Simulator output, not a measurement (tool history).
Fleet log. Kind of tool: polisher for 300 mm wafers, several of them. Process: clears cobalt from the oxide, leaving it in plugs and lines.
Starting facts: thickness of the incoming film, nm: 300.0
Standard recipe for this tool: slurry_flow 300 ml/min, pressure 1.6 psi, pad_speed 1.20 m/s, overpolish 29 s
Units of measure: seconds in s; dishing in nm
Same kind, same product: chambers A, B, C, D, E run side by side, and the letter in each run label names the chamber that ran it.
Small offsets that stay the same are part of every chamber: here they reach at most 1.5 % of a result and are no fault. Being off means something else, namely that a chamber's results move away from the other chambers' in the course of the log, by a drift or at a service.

run,hour,slurry_flow,pressure,pad_speed,overpolish,wafers polished on this pad,hours since the slurry nozzle was cleaned,hours since the head pressure was calibrated,seconds,dishing
# hour 3.4: chamber D: slurry nozzle cleaned
1B,8.0,300,1.6,1.20,29,941,207.9,1081.0,59.356,66.762
2C,20.3,300,1.6,1.20,29,845,242.3,485.0,60.330,69.157
# hour 20.8: chamber C: worn pad replaced by a new one
3D,26.4,300,1.6,1.20,29,715,23.0,111.6,59.402,66.575
# hour 29.0: chamber E: worn pad replaced by a new one
4E,32.1,300,1.6,1.20,29,28,278.0,192.5,58.051,69.539
# hour 35.7: chamber D: worn pad replaced by a new one
5A,39.3,300,1.6,1.20,29,992,548.1,93.0,57.156,66.991
6A,49.8,300,1.6,1.20,29,1086,558.6,103.5,59.869,70.842
7D,60.0,300,1.6,1.20,29,218,56.6,145.2,59.560,68.874
# hour 67.8: chamber B: worn pad replaced by a new one
8E,72.1,300,1.6,1.20,29,386,318.0,232.5,57.430,70.718
9B,81.4,300,1.6,1.20,29,122,281.3,1154.4,60.818,70.001
# hour 90.5: chamber A: worn pad replaced by a new one
10C,91.1,300,1.6,1.20,29,630,313.1,555.8,58.827,69.388
11D,97.7,300,1.6,1.40,29,556,94.3,182.9,50.963,70.089
12B,104.5,300,1.6,1.40,29,329,304.4,1177.5,51.475,72.520
13A,111.1,300,1.6,1.40,29,184,619.9,164.8,51.434,69.875
# hour 111.9: chamber D: worn pad replaced by a new one
# hour 112.9: chamber E: worn pad replaced by a new one
14E,121.3,300,1.6,1.40,29,76,367.2,281.7,49.935,73.058
15C,128.3,300,1.6,1.40,29,964,350.3,593.0,51.328,68.872
# hour 134.1: chamber C: slurry nozzle cleaned
# hour 137.3: chamber C: worn pad replaced by a new one
16E,140.2,300,1.6,1.20,29,245,386.1,300.6,59.268,66.609
17B,148.2,300,1.6,1.20,29,721,348.1,1221.2,59.171,66.889
18D,157.2,300,1.6,1.20,29,406,153.8,242.4,58.066,70.263
19C,165.9,300,1.6,1.20,29,256,31.9,630.6,60.223,64.729
20A,176.2,300,1.6,1.20,29,768,685.0,229.9,57.478,66.361
21C,184.5,300,1.6,1.20,29,423,50.5,649.2,59.462,68.632
# hour 186.3: chamber D: worn pad replaced by a new one
# hour 189.8: chamber E: worn pad replaced by a new one
# hour 194.1: chamber B: head pressure recalibrated
# hour 194.7: chamber E: slurry nozzle cleaned
22A,196.7,300,1.6,1.20,29,952,705.5,250.4,59.733,68.927
23E,204.1,300,1.6,1.20,29,128,9.4,364.5,58.881,66.999
24B,216.1,300,1.6,1.20,29,1330,416.0,22.1,58.769,70.669
# hour 223.5: chamber B: worn pad replaced by a new one
25D,228.0,300,1.6,1.20,29,374,224.6,313.2,59.493,68.280
26C,235.6,300,1.6,1.20,29,882,101.6,700.3,58.377,66.832
# hour 242.7: chamber C: worn pad replaced by a new one
27A,245.8,300,1.1,1.20,43,1393,754.6,299.5,86.134,66.524
# hour 257.4: chamber A: worn pad replaced by a new one
28E,258.3,300,1.1,1.20,43,614,63.6,418.7,83.230,71.510
29B,267.7,300,1.1,1.20,43,396,467.6,73.7,85.305,64.867
# hour 273.9: chamber D: worn pad replaced by a new one
30D,276.0,300,1.1,1.20,43,19,272.6,361.2,85.573,65.409
# hour 279.6: chamber E: worn pad replaced by a new one
31A,283.8,300,1.1,1.20,43,236,792.6,337.5,87.341,64.284
32D,289.9,300,1.6,1.20,29,144,286.5,375.1,57.851,68.873
33B,300.1,300,1.6,1.20,29,687,500.0,106.1,58.537,68.623
34E,313.0,300,1.6,1.20,29,300,118.3,473.4,58.048,65.840
35C,318.8,300,1.6,1.20,29,682,184.8,783.5,59.679,64.485
36B,331.2,300,1.6,1.20,29,966,531.1,137.2,59.107,72.126
# hour 341.4: chamber B: slurry nozzle cleaned
37C,343.2,300,1.6,1.20,29,901,209.2,807.9,60.248,69.249
# hour 346.2: chamber D: worn pad replaced by a new one
# hour 347.4: chamber C: worn pad replaced by a new one
# hour 351.2: chamber E: head pressure recalibrated
38D,351.9,300,1.6,1.20,29,51,348.5,437.1,59.152,70.402
# hour 354.7: chamber E: worn pad replaced by a new one
39A,357.5,300,1.6,1.20,13,897,866.3,411.2,59.065,46.081
40E,369.1,300,1.6,1.20,13,130,174.4,17.9,58.377,45.246
41D,380.3,300,1.6,1.20,13,305,376.9,465.5,60.518,44.691
# hour 383.7: chamber B: worn pad replaced by a new one
42C,393.3,300,1.6,1.20,13,412,259.3,858.0,59.540,42.863
43B,403.5,300,1.6,1.20,13,177,62.1,209.5,58.891,45.974
# hour 408.1: chamber A: slurry nozzle cleaned
# hour 409.0: chamber A: worn pad replaced by a new one
44A,411.1,300,1.6,1.20,13,19,3.0,464.8,59.524,44.498

Next, every chamber runs the same settings. What will each give?
45A,420.5,300,1.6,1.06,29,,,,?,?
45B,420.5,300,1.6,1.06,29,,,,?,?
45C,420.5,300,1.6,1.06,29,,,,?,?
45D,420.5,300,1.6,1.06,29,,,,?,?
45E,420.5,300,1.6,1.06,29,,,,?,?

run,seconds,dishing
45A,65.555,67.052
45B,68.409,65.770
45C,67.857,63.895
45D,65.395,69.317
45E,63.653,66.970

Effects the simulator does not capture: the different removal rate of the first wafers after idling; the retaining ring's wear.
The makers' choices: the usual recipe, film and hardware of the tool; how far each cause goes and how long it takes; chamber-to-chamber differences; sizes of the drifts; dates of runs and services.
